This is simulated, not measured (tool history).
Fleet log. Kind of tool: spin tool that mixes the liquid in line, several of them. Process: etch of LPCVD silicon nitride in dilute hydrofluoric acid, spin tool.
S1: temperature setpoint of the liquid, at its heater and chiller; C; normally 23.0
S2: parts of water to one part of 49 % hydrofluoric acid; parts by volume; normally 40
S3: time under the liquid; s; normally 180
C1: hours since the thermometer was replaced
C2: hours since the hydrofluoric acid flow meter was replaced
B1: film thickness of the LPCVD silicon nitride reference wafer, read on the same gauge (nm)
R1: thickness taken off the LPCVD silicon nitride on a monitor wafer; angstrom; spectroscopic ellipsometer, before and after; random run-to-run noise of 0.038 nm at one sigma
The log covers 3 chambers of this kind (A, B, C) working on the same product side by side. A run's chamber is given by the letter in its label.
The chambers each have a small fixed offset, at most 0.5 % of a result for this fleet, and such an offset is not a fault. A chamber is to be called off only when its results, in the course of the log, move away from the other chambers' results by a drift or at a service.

run   hour    S1  S2   S3     C1      C2      B1      R1
 1C   11.3  23.0  40  180  170.1   882.7  139.99  21.472
 2A   21.2  23.0  40  180  667.7    79.2  140.01  21.860
 3B   31.7  23.0  40  180  539.5  2249.9  140.02  21.519
 4A   39.8  23.0  40  180  686.3    97.8  140.02  21.477
 5B   47.6  23.0  40  180  555.4  2265.8  139.99  21.159
 6C   53.9  23.0  40  180  212.7   925.3  140.00  22.235
 7A   65.4  23.0  40  180  711.9   123.4  140.03  21.896
 8B   71.5  23.0  40  180  579.3  2289.7  140.03  20.817
 9C   79.8  23.0  40  180  238.6   951.2  139.99  21.720
10C   87.5  23.0  40  180  246.3   958.9  140.01  21.396
11A   93.5  23.0  40   90  740.0   151.5  140.02  10.772
12B  100.7  23.0  40   90  608.5  2318.9  140.00  10.388
13C  108.7  23.0  40   90  267.5   980.1  139.96  10.668
     111.2  -- chamber C: hydrofluoric acid flow meter replaced
14A  114.4  23.0  40  180  760.9   172.4  139.99  21.398
15B  126.8  26.5  40   90  634.6  2345.0  140.00  12.717
16C  135.8  26.5  40   90  294.6    24.7  140.01  13.843
17B  144.2  26.5  40   90  652.0  2362.4  140.00  12.689
18A  151.4  23.0  40  180  797.9   209.4  139.97  21.948
19C  163.7  23.0  40  180  322.5    52.6  140.02  21.607
20B  169.6  23.0  40  180  677.4  2387.8  140.00  19.863
     172.0  -- chamber B: hydrofluoric acid flow meter replaced
21A  179.0  23.0  40  180  825.5   237.0  140.02  22.114
22A  184.9  23.0  40  180  831.4   242.9  140.01  21.745
23B  194.0  23.0  40  180  701.8    22.0  140.01  19.704
24C  204.9  23.0  25  110  363.7    93.8  139.99  21.337
25B  210.7  23.0  25  110  718.5    38.7  139.99  18.185
26C  219.8  23.0  25  110  378.6   108.7  140.00  20.332

Is one chamber out of step, is the gauge drifting, or do the chambers differ by no more than their own small offsets? For an off chamber, give its letter and the likeliest cause.

It is chamber B that slowly wanders off from its peers.
Likeliest cause: liquid colder than its thermometer reads (K) = 1.8.

Which of the 4 candidates below, each the usual settings with something changed and its results left as question marks, puts chamber B back in line with what the other chambers give on the usual settings?
To be in line, a result may differ from the other chambers' mean on the usual settings by at most: R1 1.300 angstrom
27B-1  229.2  23.5  35  205               ?
27B-2  229.2  21.0  40  180               ?
27B-3  229.2  23.0  35  180               ?
27B-4  229.2  22.0  40  145               ?

Mean of the other chambers on the usual settings: R1 21.711 angstrom
  run      R1
27B-1  25.705
27B-2  16.701
27B-3  21.818
27B-4  14.408
27B-3 is the one that brings the chamber's results back in line with the other chambers.
